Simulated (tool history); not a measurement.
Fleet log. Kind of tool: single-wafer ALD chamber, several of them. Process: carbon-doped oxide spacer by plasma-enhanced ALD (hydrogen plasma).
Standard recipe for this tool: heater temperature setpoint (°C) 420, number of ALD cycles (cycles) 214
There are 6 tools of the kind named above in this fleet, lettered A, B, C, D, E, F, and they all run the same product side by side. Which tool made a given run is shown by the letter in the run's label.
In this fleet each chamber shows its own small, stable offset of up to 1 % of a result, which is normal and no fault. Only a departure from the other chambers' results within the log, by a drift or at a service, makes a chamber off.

run,hour,heater temperature setpoint (°C),number of ALD cycles (cycles),"read-back reference wafer on the same gauge, thickness_nm",mean film thickness on the monitor wafer (Å)
1F,6.6,420,214,10.403,100.88
2A,17.6,420,214,10.403,101.31
3E,24.2,420,214,10.404,101.09
4D,34.3,420,214,10.405,101.28
# hour 34.7: chamber E: thermocouple changed; heater temperature recalibrated
5B,41.1,420,214,10.404,99.644
6C,50.7,420,214,10.41,100.38
7E,60.8,420,214,10.411,101.16
8A,74.7,420,214,10.416,101.48
9C,85,420,214,10.416,100.35
10D,95.2,420,214,10.418,101.47
11B,104.6,420,214,10.422,99.564
12F,113.5,420,214,10.424,100.98
13C,120.9,420,214,10.422,100.18
# hour 130.2: chamber F: thermocouple changed; heater temperature recalibrated
14E,133.2,420,214,10.421,101.41
15A,145.8,420,214,10.429,101.78
16D,156.2,420,214,10.432,101.33
17B,162.4,420,214,10.425,100.05
18F,171.3,420,214,10.431,100.77
19A,181,420,214,10.435,101.63
20B,187.3,430,230,10.439,104.11
21D,198.8,430,230,10.439,105.55
22C,207.4,430,230,10.441,104.7
23F,220.9,430,230,10.439,104.92
24E,228.9,430,230,10.445,105.81
25A,238.4,430,230,10.444,105.56
26C,249.5,420,214,10.446,100.77
27B,260.3,420,214,10.45,99.992
28E,272.8,420,214,10.445,101.54
29D,280.9,420,214,10.45,101.41
30F,290.4,420,214,10.454,101.07
31B,299.7,420,214,10.456,99.957
32D,308.1,420,214,10.455,101.61
33F,321.8,420,214,10.458,101.46
34A,330.9,410,214,10.46,105.3
35C,339,410,214,10.458,104.3
36E,349.7,410,214,10.464,104.9

Predict what each chamber gives when all 6 of them run the settings below next.
37A,359.8,420,214,,?
37B,359.8,420,214,,?
37C,359.8,420,214,,?
37D,359.8,420,214,,?
37E,359.8,420,214,,?
37F,359.8,420,214,,?

run,mean film thickness on the monitor wafer (Å)
37A,101.99
37B,100.51
37C,100.78
37D,101.25
37E,101.69
37F,101.19
